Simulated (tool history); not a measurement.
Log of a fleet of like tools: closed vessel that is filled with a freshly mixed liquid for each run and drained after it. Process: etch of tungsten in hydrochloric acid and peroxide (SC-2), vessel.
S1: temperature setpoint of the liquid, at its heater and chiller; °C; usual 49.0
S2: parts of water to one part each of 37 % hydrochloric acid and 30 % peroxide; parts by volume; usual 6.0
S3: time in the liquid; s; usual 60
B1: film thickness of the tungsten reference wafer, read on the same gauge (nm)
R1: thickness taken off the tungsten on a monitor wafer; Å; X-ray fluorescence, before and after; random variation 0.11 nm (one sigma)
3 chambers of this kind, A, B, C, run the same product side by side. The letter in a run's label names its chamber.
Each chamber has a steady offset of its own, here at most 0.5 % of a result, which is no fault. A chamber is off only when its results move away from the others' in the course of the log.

run     day    S1   S2  S3      B1      R1
 1B   0.371  49.0  6.0  60  60.011  177.87
 2C   0.733  49.0  6.0  60  60.007  179.00
      0.750  -- chamber C: thermometer replaced
 3A   1.162  49.0  6.0  60  60.020  179.45
 4C   1.738  49.0  6.0  60  60.038  178.13
 5B   2.025  49.0  6.0  60  60.015  178.40
 6A   2.300  49.0  6.0  60  59.980  180.12
 7A   2.679  49.0  6.0  60  59.975  178.94
 8C   3.175  49.0  6.0  60  60.021  181.10
 9B   3.625  49.0  6.0  60  59.991  178.63
10A   4.150  49.0  6.0  60  60.056  177.39
11C   4.462  49.0  6.0  60  59.991  180.31
12B   4.958  52.5  4.0  60  60.000  301.08
13B   5.362  52.5  4.0  60  60.021  303.85
14A   5.721  52.5  4.0  60  60.032  301.54
15C   6.004  49.0  6.0  70  60.015  210.16
      6.429  -- chamber A: chemicals flow meter replaced
16B   6.558  49.0  6.0  70  59.950  208.38
      6.867  -- chamber C: chemicals flow meter replaced
17C   6.929  49.0  6.0  70  60.016  208.49
18A   7.212  49.0  6.0  60  60.013  179.58
19A   7.467  49.0  4.5  60  59.949  216.23
20B   7.721  49.0  4.5  60  59.997  221.77
21C   8.058  49.0  4.5  60  59.964  221.49
22C   8.462  49.0  6.0  60  59.941  179.59
23B   9.033  49.0  6.0  60  59.990  179.73
24A   9.562  49.0  6.0  60  59.975  177.98
25A   9.833  49.0  6.0  60  60.008  180.91
26B  10.392  49.0  6.0  60  59.958  178.97
27C  10.958  49.0  8.5  60  60.011  136.22

Next, every chamber runs the same settings. What will each give?
28A  11.379  49.0  6.0  60       ?
28B  11.379  49.0  6.0  60       ?
28C  11.379  49.0  6.0  60       ?

run      R1
28A  180.05
28B  179.47
28C  179.79
